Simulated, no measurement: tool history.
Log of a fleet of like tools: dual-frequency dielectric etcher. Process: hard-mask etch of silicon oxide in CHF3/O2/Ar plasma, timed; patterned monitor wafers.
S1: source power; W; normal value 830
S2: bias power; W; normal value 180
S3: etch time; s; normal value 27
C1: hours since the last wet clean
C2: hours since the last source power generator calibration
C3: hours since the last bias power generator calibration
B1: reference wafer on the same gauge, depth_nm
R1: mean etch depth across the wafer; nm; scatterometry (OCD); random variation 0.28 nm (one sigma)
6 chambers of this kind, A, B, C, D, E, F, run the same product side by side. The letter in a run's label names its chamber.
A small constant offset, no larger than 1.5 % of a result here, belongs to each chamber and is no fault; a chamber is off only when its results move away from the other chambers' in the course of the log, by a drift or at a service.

Run 1B, day 0.492: usual settings; C1 282.9; C2 975.3; C3 3649.5; B1 59.364. Result: R1 60.221 nm.
Run 2C, day 1.004: usual settings; C1 473.6; C2 111.4; C3 1336; B1 59.452. Result: R1 60.7 nm.
Run 3E, day 1.354: usual settings; C1 203.1; C2 945.9; C3 1577.7; B1 59.471. Result: R1 59.823 nm.
Run 4F, day 1.608: usual settings; C1 341; C2 187.7; C3 654.4; B1 59.431. Result: R1 60.619 nm.
Run 5A, day 1.971: usual settings; C1 254.7; C2 2808.2; C3 1776.9; B1 59.363. Result: R1 60.694 nm.
Run 6D, day 2.496: usual settings; C1 555.7; C2 1418.6; C3 1706.3; B1 59.414. Result: R1 60.826 nm.
Run 7F, day 2.975: usual settings; C1 373.8; C2 220.5; C3 687.2; B1 59.453. Result: R1 60.668 nm.
Run 8B, day 3.429: usual settings; C1 353.4; C2 1045.8; C3 3720; B1 59.394. Result: R1 60.801 nm.
Run 9C, day 3.708: usual settings; C1 538.5; C2 176.3; C3 1400.9; B1 59.436. Result: R1 60.011 nm.
Run 10E, day 4.221: usual settings; C1 271.9; C2 1014.7; C3 1646.5; B1 59.455. Result: R1 60.101 nm.
Run 11A, day 4.717: usual settings; C1 320.6; C2 2874.1; C3 1842.8; B1 59.382. Result: R1 59.952 nm.
Run 12D, day 5.062: usual settings; C1 617.3; C2 1480.2; C3 1767.9; B1 59.363. Result: R1 60.448 nm.
At day 5.154: chamber D: wet clean of the chamber.
Run 13A, day 5.596: usual settings; C1 341.7; C2 2895.2; C3 1863.9; B1 59.386. Result: R1 60.52 nm.
Run 14E, day 5.85: usual settings; C1 311; C2 1053.8; C3 1685.6; B1 59.443. Result: R1 59.523 nm.
Run 15D, day 6.308: usual settings; C1 27.7; C2 1510.1; C3 1797.8; B1 59.362. Result: R1 60.512 nm.
Run 16F, day 6.567: usual settings; C1 460; C2 306.7; C3 773.4; B1 59.369. Result: R1 60.558 nm.
Run 17B, day 6.829: usual settings; C1 435; C2 1127.4; C3 3801.6; B1 59.427. Result: R1 60.8 nm.
Run 18C, day 7.271: usual settings; C1 624; C2 261.8; C3 1486.4; B1 59.393. Result: R1 60.635 nm.
Run 19D, day 7.654: usual settings; C1 60; C2 1542.4; C3 1830.1; B1 59.444. Result: R1 60.499 nm.
At day 7.738: chamber C: wet clean of the chamber.
At day 7.775: chamber A: wet clean of the chamber.
Run 20C, day 8.025: usual settings; C1 6.9; C2 279.9; C3 1504.5; B1 59.342. Result: R1 63.266 nm.
Run 21E, day 8.438: usual settings; C1 373.1; C2 1115.9; C3 1747.7; B1 59.366. Result: R1 60.119 nm.
Run 22B, day 8.821: usual settings; C1 482.8; C2 1175.2; C3 3849.4; B1 59.39. Result: R1 60.562 nm.
Run 23A, day 9.217: usual settings; C1 34.7; C2 2982.1; C3 1950.8; B1 59.371. Result: R1 60.54 nm.
At day 9.542: chamber E: wet clean of the chamber.
Run 24F, day 9.646: usual settings; C1 533.9; C2 380.6; C3 847.3; B1 59.359. Result: R1 60.689 nm.
Run 25E, day 9.938: usual settings; C1 9.6; C2 1151.9; C3 1783.7; B1 59.343. Result: R1 59.84 nm.
Run 26C, day 10.433: usual settings; C1 64.7; C2 337.7; C3 1562.3; B1 59.325. Result: R1 63.687 nm.
Run 27B, day 10.8: usual settings; C1 530.3; C2 1222.7; C3 3896.9; B1 59.405. Result: R1 61.179 nm.
Run 28F, day 11.133: usual settings; C1 569.6; C2 416.3; C3 883; B1 59.372. Result: R1 60.411 nm.
At day 11.192: chamber B: wet clean of the chamber.
Run 29A, day 11.525: usual settings but S3 22 s; C1 90.1; C2 3037.5; C3 2006.2; B1 59.369. Result: R1 49.166 nm.
Run 30D, day 11.867: usual settings but S3 22 s; C1 161.1; C2 1643.5; C3 1931.2; B1 59.393. Result: R1 49.313 nm.
Run 31D, day 12.325: usual settings but S3 22 s; C1 172.1; C2 1654.5; C3 1942.2; B1 59.49. Result: R1 49.535 nm.
Run 32F, day 12.646: usual settings but S3 22 s; C1 605.9; C2 452.6; C3 919.3; B1 59.36. Result: R1 49.383 nm.
Run 33C, day 13.071: usual settings but S3 22 s; C1 128; C2 401; C3 1625.6; B1 59.421. Result: R1 51.714 nm.
Run 34A, day 13.454: usual settings but S3 22 s; C1 136.4; C2 3083.8; C3 2052.5; B1 59.359. Result: R1 49.229 nm.
Run 35B, day 13.867: usual settings; C1 64.3; C2 1296.3; C3 3970.5; B1 59.423. Result: R1 60.631 nm.
Run 36E, day 14.283: usual settings but S1 1000 W, S3 31 s; C1 113.9; C2 1256.2; C3 1888; B1 59.439. Result: R1 74.29 nm.
Run 37C, day 14.688: usual settings but S1 1000 W, S3 31 s; C1 166.8; C2 439.8; C3 1664.4; B1 59.416. Result: R1 78.504 nm.
Run 38A, day 15.021: usual settings but S1 1000 W, S3 31 s; C1 174; C2 3121.4; C3 2090.1; B1 59.463. Result: R1 74.598 nm.
Run 39E, day 15.35: usual settings but S1 1000 W, S3 31 s; C1 139.5; C2 1281.8; C3 1913.6; B1 59.378. Result: R1 73.734 nm.
Run 40B, day 15.683: usual settings but S1 1000 W, S3 31 s; C1 107.9; C2 1339.9; C3 4014.1; B1 59.415. Result: R1 74.883 nm.
Run 41F, day 16.004: usual settings but S1 1000 W, S3 31 s; C1 686.5; C2 533.2; C3 999.9; B1 59.47. Result: R1 74.946 nm.
Run 42D, day 16.354: usual settings; C1 268.8; C2 1751.2; C3 2038.9; B1 59.438. Result: R1 60.11 nm.
At day 16.554: chamber F: wet clean of the chamber.
Run 43B, day 16.646: usual settings; C1 131; C2 1363; C3 4037.2; B1 59.409. Result: R1 61.141 nm.
Run 44F, day 17.104: usual settings; C1 13.3; C2 559.6; C3 1026.3; B1 59.424. Result: R1 60.965 nm.

The same settings go to every chamber for the next run, one line per chamber below. Forecast the results for each:
Run 45A, day 17.492: usual settings. Result: R1 ?.
Run 45B, day 17.492: usual settings. Result: R1 ?.
Run 45C, day 17.492: usual settings. Result: R1 ?.
Run 45D, day 17.492: usual settings. Result: R1 ?.
Run 45E, day 17.492: usual settings. Result: R1 ?.
Run 45F, day 17.492: usual settings. Result: R1 ?.

run      R1
45A  60.595
45B  60.428
45C  63.355
45D  60.671
45E  59.512
45F  60.575
